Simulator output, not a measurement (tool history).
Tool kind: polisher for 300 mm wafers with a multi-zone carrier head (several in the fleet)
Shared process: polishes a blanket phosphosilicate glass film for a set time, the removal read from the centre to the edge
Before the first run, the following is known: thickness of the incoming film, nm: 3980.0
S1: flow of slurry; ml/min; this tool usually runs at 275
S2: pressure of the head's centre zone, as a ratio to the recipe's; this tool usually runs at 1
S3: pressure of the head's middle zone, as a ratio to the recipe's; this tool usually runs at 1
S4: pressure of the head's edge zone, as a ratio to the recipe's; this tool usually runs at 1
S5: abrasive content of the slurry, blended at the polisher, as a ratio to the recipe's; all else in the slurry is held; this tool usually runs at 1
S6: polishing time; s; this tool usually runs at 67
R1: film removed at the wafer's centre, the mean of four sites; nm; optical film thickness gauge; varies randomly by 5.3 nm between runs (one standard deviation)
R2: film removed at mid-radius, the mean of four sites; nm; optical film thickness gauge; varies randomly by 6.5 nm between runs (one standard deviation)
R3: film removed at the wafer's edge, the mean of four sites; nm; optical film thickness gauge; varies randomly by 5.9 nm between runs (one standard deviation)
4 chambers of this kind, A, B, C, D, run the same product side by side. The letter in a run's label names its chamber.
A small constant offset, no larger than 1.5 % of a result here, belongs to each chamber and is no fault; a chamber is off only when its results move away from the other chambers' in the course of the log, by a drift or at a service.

run,day,S1,S2,S3,S4,S5,S6,R1,R2,R3
1A,0.229,275,1,1,1,1,67,574.91,575.03,583
2B,0.429,275,1,1,1,1,67,583.68,567.76,594.62
3D,0.704,275,1,1,1,1,67,577.49,584.26,582.53
4C,0.883,275,1,1,1,1,67,569.99,577.88,589.59
5D,1.058,275,1,1,1,1,67,579.57,582.02,582.17
6C,1.283,275,1,1,1,1,67,587.48,577.26,574.72
7A,1.542,275,1,1,1,1,67,580.65,571.19,585.61
# day 1.712: chamber D: worn pad replaced by a new one
8B,1.812,275,1,1,1,1,67,592.56,587.07,585.29
9C,2.033,275,1,1,1,1,67,575.17,589.2,590.31
# day 2.179: chamber A: worn pad replaced by a new one
# day 2.192: chamber B: worn pad replaced by a new one
10A,2.212,275,1,1,1,1,67,580.51,579.06,588.36
11D,2.483,275,1,1,1,1,67,575.97,581.93,576.29
12B,2.679,275,1,1,1,1,67,602.47,571.28,584.65
13D,2.883,275,1,1,1,1,67,569.25,592.69,570.67
14A,3.071,275,1,1,1,1,49,424.96,417.51,426.03
# day 3.279: chamber C: worn pad replaced by a new one
15C,3.329,275,1,1,1,1,49,428.53,420.41,435.92
16B,3.471,275,1,1,1,1,49,431.14,423.76,431.31
# day 3.604: chamber A: slurry nozzle cleaned
17A,3.604,275,1,1,1,1,49,426.88,421.19,418.7
18B,3.775,275,1,1,1,1,67,590.97,579.67,580.19
19C,4.012,275,1,1,1,1,67,594.49,579.71,584.37
20D,4.204,275,1,1,1,1,67,580.38,583.18,590.72
21C,4.383,275,1,1,1,1,67,585.96,579.28,577.17
22A,4.658,275,1,1,1,1,67,581.04,574.78,576.66
# day 4.896: chamber C: centre zone pressure recalibrated
23B,4.942,275,1,1,1,1,67,593.97,586.16,574.23
# day 5.112: chamber B: worn pad replaced by a new one
24D,5.208,275,1,1,1,1,67,587.65,576.62,583.1
# day 5.283: chamber A: worn pad replaced by a new one
25A,5.467,275,1,1,1,1,67,579.95,582.02,585.54
26D,5.738,275,1,1,1,1,67,580.05,585.88,571.17
27C,5.871,275,1,1.08,1,1,78,685.87,719.75,678.86
28B,6.142,275,1,1.08,1,1,78,685.68,729.59,681.73
29C,6.4,275,1,1.08,1,1,78,687.86,731.25,683.89

Which is it: a chamber that has drifted or been left off by a service, a gauge drift common to all chambers, or only each chamber's usual small offset? If a chamber is off, name it and its likeliest cause.

No chamber stands off beyond its own small offset, and the gauge holds steady.

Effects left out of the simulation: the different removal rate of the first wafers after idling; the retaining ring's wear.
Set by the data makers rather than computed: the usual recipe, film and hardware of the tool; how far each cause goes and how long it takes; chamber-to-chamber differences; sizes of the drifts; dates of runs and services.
